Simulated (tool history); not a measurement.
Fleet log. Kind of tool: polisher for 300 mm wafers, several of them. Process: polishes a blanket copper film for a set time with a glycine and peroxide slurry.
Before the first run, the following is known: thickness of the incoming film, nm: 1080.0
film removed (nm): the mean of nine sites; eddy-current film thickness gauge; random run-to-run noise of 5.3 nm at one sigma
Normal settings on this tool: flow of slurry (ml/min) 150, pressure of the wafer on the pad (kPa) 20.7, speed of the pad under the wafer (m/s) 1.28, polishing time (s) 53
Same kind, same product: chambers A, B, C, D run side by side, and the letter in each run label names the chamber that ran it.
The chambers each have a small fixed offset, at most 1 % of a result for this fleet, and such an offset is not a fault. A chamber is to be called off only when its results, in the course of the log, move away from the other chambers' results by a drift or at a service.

run   hour  flow of slurry (ml/min)  pressure of the wafer on the pad (kPa)  speed of the pad under the wafer (m/s)  polishing time (s)  wafers polished on this pad  hours since the slurry nozzle was cleaned  hours since the head pressure was calibrated  film removed (nm)
 1C    4.4                      150                                    20.7                                    1.28                  53                          192                                      224.6                                         218.5             400.27
 2B    7.0                      150                                    20.7                                    1.28                  53                          703                                      217.2                                         198.6             406.76
 3D   11.4                      150                                    20.7                                    1.28                  53                          668                                      312.4                                         157.5             401.20
      13.8  -- chamber A: worn pad replaced by a new one
 4A   14.3                      150                                    20.7                                    1.28                  53                            3                                      461.5                                         831.7             398.51
 5C   17.6                      180                                    20.7                                    1.28                  53                          281                                      237.8                                         231.7             421.57
 6D   20.5                      180                                    20.7                                    1.28                  53                          730                                      321.5                                         166.6             419.01
 7B   22.7                      180                                    20.7                                    1.28                  53                          809                                      232.9                                         214.3             413.34
      22.9  -- chamber C: slurry nozzle cleaned
 8A   25.1                      180                                    20.7                                    1.28                  53                           76                                      472.3                                         842.5             409.93
 9B   29.1                      150                                    20.7                                    1.28                  53                          852                                      239.3                                         220.7             408.99
      30.8  -- chamber D: worn pad replaced by a new one
10C   33.1                      105                                    20.7                                    1.28                  53                          385                                       10.3                                         247.2             377.51
11D   35.8                      105                                    20.7                                    1.28                  53                           33                                      336.8                                         181.9             368.89
12A   37.9                      105                                    20.7                                    1.28                  53                          163                                      485.1                                         855.3             373.98
13A   41.3                      105                                    20.7                                    1.28                  53                          186                                      488.5                                         858.7             373.67
14B   44.6                      150                                    25.5                                    1.42                  53                          957                                      254.8                                         236.2             544.25
15D   47.9                      150                                    25.5                                    1.42                  53                          115                                      348.9                                         194.0             528.60
16C   50.6                      150                                    25.5                                    1.42                  53                          503                                       27.8                                         264.7             528.92
17C   53.1                      150                                    25.5                                    1.42                  53                          520                                       30.3                                         267.2             532.62
18A   56.2                      150                                    20.7                                    1.28                  53                          286                                      503.4                                         873.6             415.28
19B   58.3                      150                                    20.7                                    1.28                  53                         1049                                      268.5                                         249.9             405.48
20D   62.4                      175                                    20.7                                    1.04                  53                          213                                      363.4                                         208.5             342.35
21A   66.1                      175                                    20.7                                    1.04                  53                          353                                      513.3                                         883.5             351.72
22D   69.0                      175                                    20.7                                    1.04                  53                          257                                      370.0                                         215.1             348.28
23C   73.5                      175                                    20.7                                    1.04                  53                          658                                       50.7                                         287.6             341.29
24B   78.0                      150                                    20.7                                    1.28                  53                         1182                                      288.2                                         269.6             434.34
25D   81.7                      150                                    20.7                                    1.28                  53                          343                                      382.7                                         227.8             400.85
26C   85.0                      150                                    20.7                                    1.28                  53                          736                                       62.2                                         299.1             413.07
27A   88.0                      150                                    20.7                                    1.28                  53                          501                                      535.2                                         905.4             404.35
28B   91.6                      150                                    20.7                                    1.28                  53                         1274                                      301.8                                         283.2             412.89
29A   95.8                      150                                    20.7                                    1.28                  53                          553                                      543.0                                         913.2             391.42
30B  100.0                      150                                    20.7                                    1.28                  53                         1331                                      310.2                                         291.6             425.71
31C  103.0                      150                                    20.7                                    1.28                  53                          857                                       80.2                                         317.1             405.23
32D  106.0                      150                                    16.5                                    1.42                  53                          507                                      407.0                                         252.1             355.45

Is one chamber off against the others, does the gauge drift, or is nothing wrong? If a chamber is off, say which, and what the likeliest cause is.

It is chamber B that slowly wanders off from its peers.
Cause: head's pressure above its setpoint, % = 9.69.

Here are 4 candidates for chamber B's next run, each the usual settings with a change, their results left as question marks. Which one brings its results back in line with what the others give on the usual settings?
Maximum distance from the other chambers' mean on the usual settings for a result to count as in line: film removed (nm) 18.00
33B-1  109.3                      145                                    20.7                                    1.28                  45                                                                                                                                        ?
33B-2  109.3                      155                                    20.7                                    1.50                  53                                                                                                                                        ?
33B-3  109.3                      150                                    21.4                                    1.34                  53                                                                                                                                        ?
33B-4  109.3                      150                                    20.0                                    1.22                  53                                                                                                                                        ?

On the usual settings, the other chambers give on average: film removed (nm) 402.25
  run  film removed (nm)
33B-1             362.75
33B-2             497.91
33B-3             460.75
33B-4             400.00
33B-4 is the one that brings the chamber's results back in line with the other chambers.
